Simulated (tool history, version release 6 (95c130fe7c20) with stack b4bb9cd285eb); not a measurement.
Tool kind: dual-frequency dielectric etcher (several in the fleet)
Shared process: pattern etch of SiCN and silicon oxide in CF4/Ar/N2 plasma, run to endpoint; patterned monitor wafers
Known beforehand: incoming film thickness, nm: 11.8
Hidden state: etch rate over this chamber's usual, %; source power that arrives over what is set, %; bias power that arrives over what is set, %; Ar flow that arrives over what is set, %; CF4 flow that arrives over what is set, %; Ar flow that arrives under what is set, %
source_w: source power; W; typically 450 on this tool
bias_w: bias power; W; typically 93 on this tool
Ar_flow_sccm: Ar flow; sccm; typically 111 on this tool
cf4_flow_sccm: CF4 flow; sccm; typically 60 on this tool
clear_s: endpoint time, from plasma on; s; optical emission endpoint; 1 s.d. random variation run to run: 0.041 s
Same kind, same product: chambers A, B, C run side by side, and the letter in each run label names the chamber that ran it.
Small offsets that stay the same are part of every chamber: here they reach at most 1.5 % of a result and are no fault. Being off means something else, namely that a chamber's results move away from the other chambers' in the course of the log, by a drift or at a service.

run,day,source_w,bias_w,Ar_flow_sccm,cf4_flow_sccm,hours since the last wet clean,hours since the last source power generator calibration,hours since the last bias power generator calibration,hours since the last Ar flow controller change,hours since the last CF4 flow controller change,clear_s
1C,0.138,450,93,111,60,25.1,3173.3,1990,1381.7,2172.8,12.949
2B,0.267,450,93,111,60,202.5,1842.8,691,4668.9,805.2,12.887
# day 0.379: chamber A: wet clean of the chamber
3A,0.5,450,93,111,60,3,119.4,2615,737.4,3322.1,13.024
4B,0.671,450,93,111,60,212.2,1852.5,700.7,4678.6,814.9,12.87
5C,0.879,450,93,98,71,42.9,3191.1,2007.8,1399.5,2190.6,12.482
6A,1.108,450,93,98,71,17.6,134,2629.6,752,3336.7,12.628
7A,1.254,450,93,98,71,21.1,137.5,2633.1,755.5,3340.2,12.565
8B,1.525,450,93,111,60,232.7,1873,721.2,4699.1,835.4,12.857
9C,1.742,450,93,111,60,63.6,3211.8,2028.5,1420.2,2211.3,12.926
10C,1.962,450,93,111,60,68.9,3217.1,2033.8,1425.5,2216.6,12.938
11A,2.25,450,93,111,60,45,161.4,2657,779.4,3364.1,13.031
12B,2.383,450,93,111,60,253.3,1893.6,741.8,4719.7,856,12.908
13A,2.521,450,93,111,60,51.5,167.9,2663.5,785.9,3370.6,13.011
14C,2.742,450,93,111,60,87.6,3235.8,2052.5,1444.2,2235.3,12.893
15B,2.892,450,93,111,60,265.5,1905.8,754,4731.9,868.2,12.845
16C,3.138,450,93,111,60,97.1,3245.3,2062,1453.7,2244.8,12.913
17B,3.271,450,93,111,60,274.6,1914.9,763.1,4741,877.3,12.86
# day 3.283: chamber B: source power generator calibrated
18A,3.492,450,93,111,60,74.8,191.2,2686.8,809.2,3393.9,13.023
19B,3.654,450,93,111,60,283.8,8.9,772.3,4750.2,886.5,12.509
20C,3.933,450,93,111,60,116.2,3264.4,2081.1,1472.8,2263.9,12.902
21A,4.092,450,93,111,60,89.2,205.6,2701.2,823.6,3408.3,13.043
22C,4.321,450,93,111,60,125.5,3273.7,2090.4,1482.1,2273.2,12.902
23A,4.454,450,93,111,60,97.9,214.3,2709.9,832.3,3417,12.993
24B,4.65,450,93,111,60,307.7,32.8,796.2,4774.1,910.4,12.421
25A,4.871,450,93,137,55,107.9,224.3,2719.9,842.3,3427,13.65
26B,5.012,450,93,137,55,316.4,41.5,804.9,4782.8,919.1,13.014
27C,5.308,450,93,137,55,149.2,3297.4,2114.1,1505.8,2296.9,13.492
28A,5.571,450,93,111,60,124.7,241.1,2736.7,859.1,3443.8,13.109
29C,5.712,450,93,111,60,158.9,3307.1,2123.8,1515.5,2306.6,12.973
30B,5.958,450,93,111,60,339.1,64.2,827.6,4805.5,941.8,12.389
31A,6.142,450,93,111,60,138.4,254.8,2750.4,872.8,3457.5,13.044
32C,6.325,450,93,111,60,173.6,3321.8,2138.5,1530.2,2321.3,12.959
33B,6.596,450,93,111,60,354.4,79.5,842.9,4820.8,957.1,12.409
34B,6.846,450,93,85,47,360.4,85.5,848.9,4826.8,963.1,12.379
35A,7.021,450,93,85,47,159.5,275.9,2771.5,893.9,3478.6,13.09
36C,7.229,450,93,85,47,195.3,3343.5,2160.2,1551.9,2343,12.821
37B,7.412,450,93,93,53,374,99.1,862.5,4840.4,976.7,12.332
38C,7.646,450,93,93,53,205.3,3353.5,2170.2,1561.9,2353,12.778
39A,7.938,450,93,93,53,181.5,297.9,2793.5,915.9,3500.6,12.916
40A,8.175,450,93,111,60,187.2,303.6,2799.2,921.6,3506.3,12.974

All chambers now run identical settings, listed one chamber a line with results as question marks. What results will each chamber show?
41A,8.383,400,93,111,60,,,,,,?
41B,8.383,400,93,111,60,,,,,,?
41C,8.383,400,93,111,60,,,,,,?

run,clear_s
41A,14.347
41B,13.81
41C,14.39
